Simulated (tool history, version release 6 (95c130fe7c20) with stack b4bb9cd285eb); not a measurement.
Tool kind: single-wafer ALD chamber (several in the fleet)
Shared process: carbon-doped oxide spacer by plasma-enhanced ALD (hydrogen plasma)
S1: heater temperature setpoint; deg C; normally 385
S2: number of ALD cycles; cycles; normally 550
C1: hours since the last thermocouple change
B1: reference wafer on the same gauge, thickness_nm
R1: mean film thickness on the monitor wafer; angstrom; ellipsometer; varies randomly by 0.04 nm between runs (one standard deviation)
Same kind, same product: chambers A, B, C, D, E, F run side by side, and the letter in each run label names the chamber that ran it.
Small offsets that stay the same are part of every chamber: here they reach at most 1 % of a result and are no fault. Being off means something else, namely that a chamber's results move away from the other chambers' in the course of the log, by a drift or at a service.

run 1D hour=3.3 | S1=385 S2=550 | C1=1700.4 | B1=24.903 | R1=275.57
run 2C hour=6.1 | S1=385 S2=550 | C1=59.9 | B1=24.914 | R1=272
run 3E hour=9.2 | S1=385 S2=550 | C1=732.9 | B1=24.909 | R1=276.86
run 4B hour=13.1 | S1=385 S2=550 | C1=759.5 | B1=24.917 | R1=275.88
run 5A hour=16.4 | S1=385 S2=550 | C1=840.8 | B1=24.913 | R1=272.78
run 6F hour=18.2 | S1=398 S2=500 | C1=1054.6 | B1=24.915 | R1=250.9
run 7F hour=21.9 | S1=398 S2=500 | C1=1058.3 | B1=24.926 | R1=251.14
run 8E hour=24.7 | S1=398 S2=500 | C1=748.4 | B1=24.929 | R1=252.18
run 9D hour=27.6 | S1=398 S2=500 | C1=1724.7 | B1=24.944 | R1=250.16
run 10C hour=30.8 | S1=398 S2=500 | C1=84.6 | B1=24.938 | R1=248.55
run 11A hour=34.9 | S1=398 S2=500 | C1=859.3 | B1=24.938 | R1=248.84
run 12B hour=37.3 | S1=385 S2=550 | C1=783.7 | B1=24.936 | R1=275.51
run 13C hour=40.7 | S1=385 S2=550 | C1=94.5 | B1=24.952 | R1=272.71
run 14D hour=44.4 | S1=385 S2=550 | C1=1741.5 | B1=24.954 | R1=275.59
run 15B hour=47.1 | S1=385 S2=550 | C1=793.5 | B1=24.96 | R1=276.12
run 16A hour=50.9 | S1=385 S2=550 | C1=875.3 | B1=24.96 | R1=272.93
run 17E hour=53.1 | S1=385 S2=550 | C1=776.8 | B1=24.962 | R1=277.52
run 18F hour=57.1 | S1=396 S2=550 | C1=1093.5 | B1=24.97 | R1=277.01
run 19E hour=60.7 | S1=396 S2=550 | C1=784.4 | B1=24.979 | R1=277.16
run 20D hour=64.2 | S1=396 S2=550 | C1=1761.3 | B1=24.981 | R1=275.94
run 21C hour=68.1 | S1=396 S2=550 | C1=121.9 | B1=24.991 | R1=272.87
run 22A hour=71.6 | S1=396 S2=550 | C1=896 | B1=24.991 | R1=273.38
run 23F hour=74.4 | S1=396 S2=550 | C1=1110.8 | B1=24.986 | R1=276.36
run 24B hour=77.3 | S1=385 S2=550 | C1=823.7 | B1=24.995 | R1=276.52
run 25A hour=79.5 | S1=385 S2=550 | C1=903.9 | B1=25.006 | R1=273.3
run 26E hour=81.6 | S1=385 S2=550 | C1=805.3 | B1=24.999 | R1=278.23
run 27B hour=84.7 | S1=385 S2=626 | C1=831.1 | B1=25 | R1=315.54
run 28D hour=87.6 | S1=385 S2=626 | C1=1784.7 | B1=25.01 | R1=313.99
run 29C hour=90.3 | S1=385 S2=626 | C1=144.1 | B1=25.013 | R1=311.96
run 30F hour=94.4 | S1=385 S2=626 | C1=1130.8 | B1=25.016 | R1=315.08
run 31A hour=96.3 | S1=385 S2=626 | C1=920.7 | B1=25.029 | R1=312.1
run 32B hour=99.4 | S1=385 S2=626 | C1=845.8 | B1=25.027 | R1=315.98
run 33F hour=101.7 | S1=385 S2=583 | C1=1138.1 | B1=25.031 | R1=294.14
run 34E hour=105.2 | S1=385 S2=583 | C1=828.9 | B1=25.029 | R1=294.74
run 35D hour=108.5 | S1=385 S2=583 | C1=1805.6 | B1=25.043 | R1=293.29
run 36C hour=110.9 | S1=385 S2=583 | C1=164.7 | B1=25.036 | R1=290.38
run 37A hour=114.5 | S1=385 S2=583 | C1=938.9 | B1=25.04 | R1=290.54
run 38F hour=117.6 | S1=385 S2=583 | C1=1154 | B1=25.05 | R1=293.59

Predict what each chamber gives when all 6 of them run the settings below next.
run 39A hour=120.6 | S1=385 S2=550 | R1=?
run 39B hour=120.6 | S1=385 S2=550 | R1=?
run 39C hour=120.6 | S1=385 S2=550 | R1=?
run 39D hour=120.6 | S1=385 S2=550 | R1=?
run 39E hour=120.6 | S1=385 S2=550 | R1=?
run 39F hour=120.6 | S1=385 S2=550 | R1=?

run=39A R1=274.34
run=39B R1=277.26
run=39C R1=274.51
run=39D R1=276.84
run=39E R1=278.35
run=39F R1=277.83
